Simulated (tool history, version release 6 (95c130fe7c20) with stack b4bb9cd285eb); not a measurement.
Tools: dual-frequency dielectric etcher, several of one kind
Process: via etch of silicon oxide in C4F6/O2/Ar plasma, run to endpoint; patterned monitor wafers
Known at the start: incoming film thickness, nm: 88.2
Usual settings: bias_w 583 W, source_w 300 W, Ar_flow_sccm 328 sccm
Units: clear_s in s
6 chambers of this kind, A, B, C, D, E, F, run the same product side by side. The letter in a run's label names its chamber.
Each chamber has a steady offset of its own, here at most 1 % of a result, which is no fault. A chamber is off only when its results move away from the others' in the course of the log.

| run | hour | bias_w | source_w | Ar_flow_sccm | hours since the last wet clean | hours since the last bias power generator calibration | hours since the last source power generator calibration | hours since the last Ar flow controller change | clear_s |
|---|---|---|---|---|---|---|---|---|---|
| 1C | 2.9 | 583 | 300 | 328 | 136.6 | 800 | 3456 | 4027.4 | 20.512 |
| 2D | 5.3 | 583 | 300 | 328 | 501.2 | 1501.4 | 2825.9 | 2900.1 | 20.376 |
| 3B | 8.7 | 583 | 300 | 328 | 95.7 | 762 | 1176.9 | 824 | 20.532 |
| 4E | 12.9 | 583 | 300 | 328 | 333.2 | 1122.9 | 537.9 | 1580.5 | 20.521 |
|  | 14.9 | chamber A: wet clean of the chamber |
| 5F | 15.7 | 583 | 300 | 328 | 21.7 | 2950.2 | 1059.2 | 1620.3 | 20.762 |
| 6A | 19.1 | 676 | 300 | 328 | 4.2 | 4407.9 | 1518.3 | 4010.8 | 19.492 |
| 7E | 23.1 | 676 | 300 | 328 | 343.4 | 1133.1 | 548.1 | 1590.7 | 19.338 |
| 8F | 26.3 | 676 | 300 | 328 | 32.3 | 2960.8 | 1069.8 | 1630.9 | 19.514 |
| 9C | 29.8 | 676 | 300 | 328 | 163.5 | 826.9 | 3482.9 | 4054.3 | 19.364 |
|  | 30.2 | chamber D: wet clean of the chamber |
|  | 31.2 | chamber E: wet clean of the chamber |
| 10A | 33.2 | 676 | 300 | 328 | 18.3 | 4422 | 1532.4 | 4024.9 | 19.526 |
| 11B | 37.1 | 676 | 300 | 328 | 124.1 | 790.4 | 1205.3 | 852.4 | 19.298 |
| 12D | 41.4 | 583 | 300 | 328 | 11.3 | 1537.5 | 2862 | 2936.2 | 20.485 |
| 13F | 45.7 | 583 | 270 | 252 | 51.7 | 2980.2 | 1089.2 | 1650.3 | 20.939 |
| 14E | 48.2 | 583 | 270 | 252 | 17.1 | 1158.2 | 573.2 | 1615.8 | 20.626 |
| 15A | 52 | 583 | 270 | 252 | 37.1 | 4440.8 | 1551.2 | 4043.7 | 20.824 |
| 16C | 55.4 | 583 | 270 | 252 | 189.1 | 852.5 | 3508.5 | 4079.9 | 20.835 |
| 17D | 59.2 | 583 | 270 | 252 | 29.1 | 1555.3 | 2879.8 | 2954 | 20.554 |
| 18B | 63.4 | 583 | 270 | 252 | 150.4 | 816.7 | 1231.6 | 878.7 | 20.711 |
| 19E | 66.3 | 538 | 250 | 328 | 35.2 | 1176.3 | 591.3 | 1633.9 | 22.599 |
| 20F | 68.7 | 538 | 250 | 328 | 74.7 | 3003.2 | 1112.2 | 1673.3 | 22.992 |
| 21D | 73.2 | 538 | 250 | 328 | 43.1 | 1569.3 | 2893.8 | 2968 | 22.49 |
| 22A | 76.8 | 538 | 250 | 328 | 61.9 | 4465.6 | 1576 | 4068.5 | 22.774 |
| 23B | 81.2 | 538 | 250 | 328 | 168.2 | 834.5 | 1249.4 | 896.5 | 22.683 |
| 24C | 85 | 538 | 250 | 328 | 218.7 | 882.1 | 3538.1 | 4109.5 | 22.692 |
| 25C | 89 | 583 | 300 | 328 | 222.7 | 886.1 | 3542.1 | 4113.5 | 20.499 |
| 26E | 92.7 | 583 | 300 | 301 | 61.6 | 1202.7 | 617.7 | 1660.3 | 20.279 |
| 27D | 97.2 | 583 | 300 | 301 | 67.1 | 1593.3 | 2917.8 | 2992 | 20.216 |
| 28F | 99.6 | 583 | 300 | 301 | 105.6 | 3034.1 | 1143.1 | 1704.2 | 20.523 |
| 29B | 103.3 | 583 | 300 | 301 | 190.3 | 856.6 | 1271.5 | 918.6 | 20.335 |
| 30A | 107.3 | 583 | 300 | 301 | 92.4 | 4496.1 | 1606.5 | 4099 | 20.56 |
| 31B | 111.6 | 583 | 300 | 301 | 198.6 | 864.9 | 1279.8 | 926.9 | 20.406 |
| 32D | 115.9 | 583 | 300 | 328 | 85.8 | 1612 | 2936.5 | 3010.7 | 20.388 |
| 33F | 120.1 | 583 | 300 | 328 | 126.1 | 3054.6 | 1163.6 | 1724.7 | 20.688 |
| 34A | 122.9 | 583 | 300 | 328 | 108 | 4511.7 | 1622.1 | 4114.6 | 20.557 |
| 35C | 126.6 | 583 | 300 | 328 | 260.3 | 923.7 | 3579.7 | 4151.1 | 20.501 |
| 36E | 130.2 | 583 | 300 | 328 | 99.1 | 1240.2 | 655.2 | 1697.8 | 20.581 |
| 37D | 133.2 | 583 | 300 | 328 | 103.1 | 1629.3 | 2953.8 | 3028 | 20.504 |
| 38F | 137.6 | 583 | 300 | 328 | 143.6 | 3072.1 | 1181.1 | 1742.2 | 20.732 |
| 39C | 141.1 | 583 | 300 | 328 | 274.8 | 938.2 | 3594.2 | 4165.6 | 20.484 |

Is one chamber off against the others, does the gauge drift, or is nothing wrong? If a chamber is off, say which, and what the likeliest cause is.

No chamber stands off beyond its own small offset, and the gauge holds steady.

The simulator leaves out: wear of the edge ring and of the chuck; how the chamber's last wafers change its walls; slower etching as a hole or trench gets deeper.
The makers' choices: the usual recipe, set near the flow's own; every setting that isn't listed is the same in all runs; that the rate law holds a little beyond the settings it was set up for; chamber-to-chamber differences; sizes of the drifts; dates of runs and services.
